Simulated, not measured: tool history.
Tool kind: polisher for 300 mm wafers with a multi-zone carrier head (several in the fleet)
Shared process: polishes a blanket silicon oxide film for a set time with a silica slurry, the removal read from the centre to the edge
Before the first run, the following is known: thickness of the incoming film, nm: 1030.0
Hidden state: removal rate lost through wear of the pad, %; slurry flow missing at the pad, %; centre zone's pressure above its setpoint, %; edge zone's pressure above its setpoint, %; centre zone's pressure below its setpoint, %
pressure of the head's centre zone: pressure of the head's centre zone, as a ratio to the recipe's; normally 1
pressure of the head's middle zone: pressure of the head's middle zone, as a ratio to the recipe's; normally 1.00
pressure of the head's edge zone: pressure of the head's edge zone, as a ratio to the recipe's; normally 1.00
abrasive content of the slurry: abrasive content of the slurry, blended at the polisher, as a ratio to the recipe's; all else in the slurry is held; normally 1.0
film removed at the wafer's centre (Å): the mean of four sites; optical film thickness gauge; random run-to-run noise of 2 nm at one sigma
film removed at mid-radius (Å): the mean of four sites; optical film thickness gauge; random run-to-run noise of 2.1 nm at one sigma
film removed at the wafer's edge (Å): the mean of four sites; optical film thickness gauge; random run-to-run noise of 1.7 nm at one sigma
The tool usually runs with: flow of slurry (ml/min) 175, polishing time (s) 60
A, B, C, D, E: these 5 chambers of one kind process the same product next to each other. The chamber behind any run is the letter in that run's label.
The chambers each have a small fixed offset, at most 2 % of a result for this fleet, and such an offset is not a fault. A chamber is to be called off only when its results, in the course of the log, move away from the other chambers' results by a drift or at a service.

run,day,flow of slurry (ml/min),pressure of the head's centre zone,pressure of the head's middle zone,pressure of the head's edge zone,abrasive content of the slurry,polishing time (s),wafers polished on this pad,hours since the slurry nozzle was cleaned,hours since the centre zone pressure was calibrated,hours since the edge zone pressure was calibrated,film removed at the wafer's centre (Å),film removed at mid-radius (Å),film removed at the wafer's edge (Å)
1D,0.321,175,1,1.00,1.00,1.0,60,1040,466.2,277.2,551.1,1493.4,1469.3,1469.7
2A,0.471,175,1,1.00,1.00,1.0,60,467,141.0,664.4,219.1,1426.2,1444.1,1447.0
3E,0.750,175,1,1.00,1.00,1.0,60,1535,527.6,421.7,673.2,1429.5,1450.8,1430.1
# day 0.988: chamber E: worn pad replaced by a new one
# day 0.996: chamber D: worn pad replaced by a new one
4B,1.075,175,1,1.00,1.00,1.0,60,747,357.5,844.6,738.4,1458.3,1470.4,1449.0
5C,1.304,175,1,1.00,1.00,1.0,60,1009,70.0,210.1,96.9,1461.3,1503.3,1410.1
6B,1.538,175,1,1.00,1.00,1.0,60,816,368.6,855.7,749.5,1415.1,1459.0,1489.0
7D,1.717,175,1,1.00,1.00,1.0,60,108,499.7,310.7,584.6,1467.8,1472.3,1465.2
8C,1.954,175,1,1.00,0.96,1.0,60,1106,85.6,225.7,112.5,1429.3,1456.8,1415.8
9E,2.150,175,1,1.00,0.96,1.0,60,173,561.2,455.3,706.8,1474.8,1441.7,1414.9
10A,2.383,175,1,1.00,0.96,1.0,60,753,186.9,710.3,265.0,1458.6,1450.2,1403.8
# day 2.471: chamber B: worn pad replaced by a new one
11E,2.708,175,1,1.00,0.96,1.0,60,257,574.6,468.7,720.2,1459.8,1409.9,1393.9
# day 2.812: chamber C: worn pad replaced by a new one
12C,2.912,175,1,1.00,0.96,1.0,60,15,108.6,248.7,135.5,1437.8,1467.5,1420.7
13A,3.217,175,1,1.00,1.00,1.0,60,877,206.9,730.3,285.0,1434.9,1414.6,1450.8
14D,3.425,175,1,1.00,1.00,1.0,60,363,540.7,351.7,625.6,1429.5,1419.0,1492.7
15B,3.579,175,1,1.00,1.00,1.0,60,165,417.6,904.7,798.5,1445.7,1410.2,1463.0
16B,3.883,175,1,1.00,1.00,1.0,60,211,424.9,912.0,805.8,1428.0,1415.6,1476.7
17D,4.062,175,1,1.00,1.00,1.0,60,458,556.0,367.0,640.9,1443.5,1470.5,1490.6
18C,4.388,175,1,1.00,1.00,1.0,60,235,144.0,284.1,170.9,1422.1,1446.0,1441.9
# day 4.471: chamber A: worn pad replaced by a new one
# day 4.538: chamber E: centre zone pressure recalibrated
19E,4.554,175,1,1.00,1.00,1.0,60,533,618.9,0.5,764.5,1255.5,1440.5,1452.6
20A,4.767,175,1,1.05,1.00,1.1,60,44,244.1,767.5,322.2,1554.7,1546.8,1486.7
21E,4.946,175,1,1.05,1.00,1.1,60,591,628.3,9.9,773.9,1299.8,1566.8,1532.9
# day 5.058: chamber A: centre zone pressure recalibrated
22C,5.171,175,1,1.05,1.00,1.1,60,352,162.8,302.9,189.7,1524.1,1608.4,1500.1
23B,5.333,175,1,1.05,1.00,1.1,60,428,459.7,946.8,840.6,1507.4,1575.5,1477.5
24D,5.633,175,1,1.05,1.00,1.1,60,693,593.7,404.7,678.6,1542.0,1612.3,1552.3
25A,5.862,175,1,1.00,1.00,1.0,60,207,270.4,19.3,348.5,1462.9,1441.3,1419.1
26E,6.038,175,1,1.00,1.00,1.0,60,754,654.5,36.1,800.1,1264.3,1485.2,1424.0
27B,6.321,175,1,1.00,1.00,1.0,60,575,483.4,970.5,864.3,1451.5,1464.3,1454.2
28A,6.500,175,1,1.00,1.00,1.0,60,303,285.7,34.6,363.8,1461.9,1413.4,1426.9
29D,6.733,175,1,1.00,1.00,1.0,60,858,620.1,431.1,705.0,1453.7,1429.3,1492.5
30C,6.954,175,1,1.00,1.00,1.0,60,619,205.6,345.7,232.5,1457.9,1475.2,1441.3
31A,7.100,175,1,1.00,1.00,1.0,60,392,300.1,49.0,378.2,1459.9,1429.6,1420.1
# day 7.154: chamber E: slurry nozzle cleaned
# day 7.167: chamber B: slurry nozzle cleaned
32D,7.346,175,1,1.00,1.00,1.0,60,949,634.8,445.8,719.7,1495.6,1491.5,1474.6
33C,7.638,175,1,1.00,1.00,1.0,60,721,222.0,362.1,248.9,1454.3,1446.4,1468.3
34E,7.942,175,1,1.00,1.00,1.0,60,1039,18.9,81.8,845.8,1281.6,1429.2,1442.2
35B,8.088,175,1,1.00,1.00,1.0,60,839,22.2,1012.9,906.7,1456.9,1440.1,1427.6
36E,8.379,175,1,1.00,1.00,1.0,60,1104,29.4,92.3,856.3,1257.4,1443.3,1462.6
37A,8.704,175,1,1.00,1.00,1.0,60,632,338.6,87.5,416.7,1426.4,1446.9,1448.2
38B,8.942,215,1,1.07,1.00,1.0,60,967,42.7,1033.4,927.2,1496.0,1611.4,1490.9

Decide between three cases: one chamber stands off from its peers, the gauge reading all wafers drifts, or nothing is wrong past each chamber's small offset. Where a chamber is off, say which and what most likely put it there.

The work done on chamber E during a service left it standing apart from the others.
Most likely cause: centre zone's pressure below its setpoint, % = 11.2.

Chamber E could run next with any of the 4 candidate recipes listed below; each alters the usual settings, and their results appear as question marks. Which one brings its results back in line with what the other chambers deliver on the usual settings?
Maximum distance from the other chambers' mean on the usual settings for a result to count as in line: film removed at the wafer's centre (Å) 71.00; film removed at mid-radius (Å) 74.0; film removed at the wafer's edge (Å) 61.0
39E-1,9.183,165,0.84,1.05,1.05,1.0,58,,,,,?,?,?
39E-2,9.183,180,1.10,0.97,0.97,1.0,61,,,,,?,?,?
39E-3,9.183,185,1.17,0.95,0.95,1.0,63,,,,,?,?,?
39E-4,9.183,170,0.90,1.03,1.03,1.0,59,,,,,?,?,?

Usual-settings mean across the other chambers: film removed at the wafer's centre (Å) 1445.30; film removed at mid-radius (Å) 1447.2; film removed at the wafer's edge (Å) 1452.1
run,film removed at the wafer's centre (Å),film removed at mid-radius (Å),film removed at the wafer's edge (Å)
39E-1,990.47,1444.5,1411.4
39E-2,1423.30,1432.3,1440.0
39E-3,1578.90,1457.3,1476.3
39E-4,1093.90,1450.8,1426.7
Change 39E-2 lands the chamber within the allowed miss of the other chambers.
